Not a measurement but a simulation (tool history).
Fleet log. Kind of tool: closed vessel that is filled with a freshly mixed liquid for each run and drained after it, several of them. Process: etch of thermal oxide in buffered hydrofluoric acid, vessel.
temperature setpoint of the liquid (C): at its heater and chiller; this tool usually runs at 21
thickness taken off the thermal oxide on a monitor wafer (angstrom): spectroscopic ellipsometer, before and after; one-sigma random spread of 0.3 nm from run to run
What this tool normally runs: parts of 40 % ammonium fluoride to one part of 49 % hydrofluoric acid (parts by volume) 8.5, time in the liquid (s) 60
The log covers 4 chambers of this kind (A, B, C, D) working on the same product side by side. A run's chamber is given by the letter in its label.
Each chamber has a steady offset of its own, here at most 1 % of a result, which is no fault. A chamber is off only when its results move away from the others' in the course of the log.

run    day  temperature setpoint of the liquid (C)  parts of 40 % ammonium fluoride to one part of 49 % hydrofluoric acid (parts by volume)  time in the liquid (s)  hours since the thermometer was replaced  hours since the hydrofluoric acid flow meter was replaced  read-back film thickness of the thermal oxide reference wafer, read on the same gauge (nm)  thickness taken off the thermal oxide on a monitor wafer (angstrom)
 1D  0.208                                      21                                                                                      8.5                      60                                     238.1                                                       1034                                                                                      149.97                                                               665.86
 2C  0.408                                      21                                                                                      8.5                      60                                     782.7                                                     1332.6                                                                                      150.04                                                               666.71
 3B  0.629                                      21                                                                                      8.5                      60                                     783.9                                                      309.9                                                                                      150.06                                                               662.89
 4A  0.942                                      21                                                                                      8.5                      60                                      65.6                                                      446.7                                                                                      150.01                                                               664.25
 5D  1.167                                      21                                                                                      8.5                      60                                     261.1                                                       1057                                                                                      150.03                                                               666.45
 6C   1.35                                      21                                                                                      8.5                      60                                     805.3                                                     1355.2                                                                                      149.97                                                               670.28
 7A    1.6                                      21                                                                                      8.5                      60                                      81.4                                                      462.5                                                                                      149.99                                                               662.66
 8B  1.838                                      21                                                                                      8.5                      60                                     812.9                                                      338.9                                                                                         150                                                                663.9
 9D  2.088                                      21                                                                                      8.5                      90                                     283.2                                                     1079.1                                                                                      149.99                                                                  992
10C  2.258                                      21                                                                                      8.5                      90                                     827.1                                                       1377                                                                                      150.02                                                               1000.6
11A  2.542                                      21                                                                                      8.5                      90                                       104                                                      485.1                                                                                      149.97                                                                  993
12B  2.921                                      21                                                                                      8.5                      90                                     838.9                                                      364.9                                                                                      150.01                                                               994.16
13D  3.138                                      21                                                                                      8.5                      60                                     308.4                                                     1104.3                                                                                      149.99                                                               665.81
14B  3.396                                      21                                                                                      8.5                      60                                     850.3                                                      376.3                                                                                         150                                                               659.32
15A  3.679                                      21                                                                                      8.5                      60                                     131.3                                                      512.4                                                                                      149.96                                                               663.87
16C  3.933                                      21                                                                                      8.5                      60                                     867.3                                                     1417.2                                                                                         150                                                               666.61
17D  4.233                                      21                                                                                      8.5                      30                                     334.7                                                     1130.6                                                                                      150.01                                                               334.87
18C  4.433                                      21                                                                                      8.5                      30                                     879.3                                                     1429.2                                                                                      149.97                                                               333.58
19A  4.758                                      21                                                                                      8.5                      30                                     157.2                                                      538.3                                                                                      150.02                                                               336.29
20B  4.929                                      21                                                                                      8.5                      30                                     887.1                                                      413.1                                                                                      149.99                                                               328.83
21C  5.271                                      21                                                                                      8.5                      60                                     899.4                                                     1449.3                                                                                      150.04                                                               666.27
22D  5.583                                      21                                                                                      8.5                      60                                     367.1                                                       1163                                                                                      150.03                                                               660.33
23A  5.867                                      21                                                                                      8.5                      60                                     183.8                                                      564.9                                                                                         150                                                               678.57
24B  6.067                                      21                                                                                      8.5                      60                                     914.4                                                      440.4                                                                                         150                                                               664.11
25D   6.25                                      21                                                                                      8.5                      60                                     383.1                                                       1179                                                                                      149.99                                                                667.5
26A  6.471                                      21                                                                                      8.5                      60                                     198.3                                                      579.4                                                                                         150                                                               688.29
27B  6.667                                    23.5                                                                                      8.5                      60                                     928.8                                                      454.8                                                                                         150                                                               769.34
28C  6.904                                    23.5                                                                                      8.5                      60                                     938.6                                                     1488.5                                                                                      149.95                                                               766.25
29D  7.221                                    23.5                                                                                      8.5                      60                                     406.4                                                     1202.3                                                                                      150.02                                                               764.66
30B  7.558                                    23.5                                                                                      8.5                      60                                     950.2                                                      476.2                                                                                      149.99                                                               760.94
31C  7.821                                      21                                                                                      8.5                      60                                     960.6                                                     1510.5                                                                                         150                                                               671.97
32A  8.004                                      21                                                                                      8.5                      60                                     235.1                                                      616.2                                                                                      149.97                                                               699.44
33D  8.183                                      21                                                                                       10                      60                                     429.5                                                     1225.4                                                                                      149.98                                                               584.75
34A    8.4                                      21                                                                                       10                      60                                     244.6                                                      625.7                                                                                      149.98                                                               603.16
35B  8.746                                      21                                                                                       10                      60                                     978.7                                                      504.7                                                                                      150.01                                                                583.7
36C  8.971                                      21                                                                                       10                      60                                     988.2                                                     1538.1                                                                                      149.99                                                               584.83

For the next run the whole fleet of 4 chambers uses the same settings. Give each chamber's results:
37A  9.246                                    17.5                                                                                      8.5                      60                                                                                                                                                                                                                                                                     ?
37B  9.246                                    17.5                                                                                      8.5                      60                                                                                                                                                                                                                                                                     ?
37C  9.246                                    17.5                                                                                      8.5                      60                                                                                                                                                                                                                                                                     ?
37D  9.246                                    17.5                                                                                      8.5                      60                                                                                                                                                                                                                                                                     ?

run  thickness taken off the thermal oxide on a monitor wafer (angstrom)
37A                                                               579.35
37B                                                               546.37
37C                                                               548.35
37D                                                               547.28

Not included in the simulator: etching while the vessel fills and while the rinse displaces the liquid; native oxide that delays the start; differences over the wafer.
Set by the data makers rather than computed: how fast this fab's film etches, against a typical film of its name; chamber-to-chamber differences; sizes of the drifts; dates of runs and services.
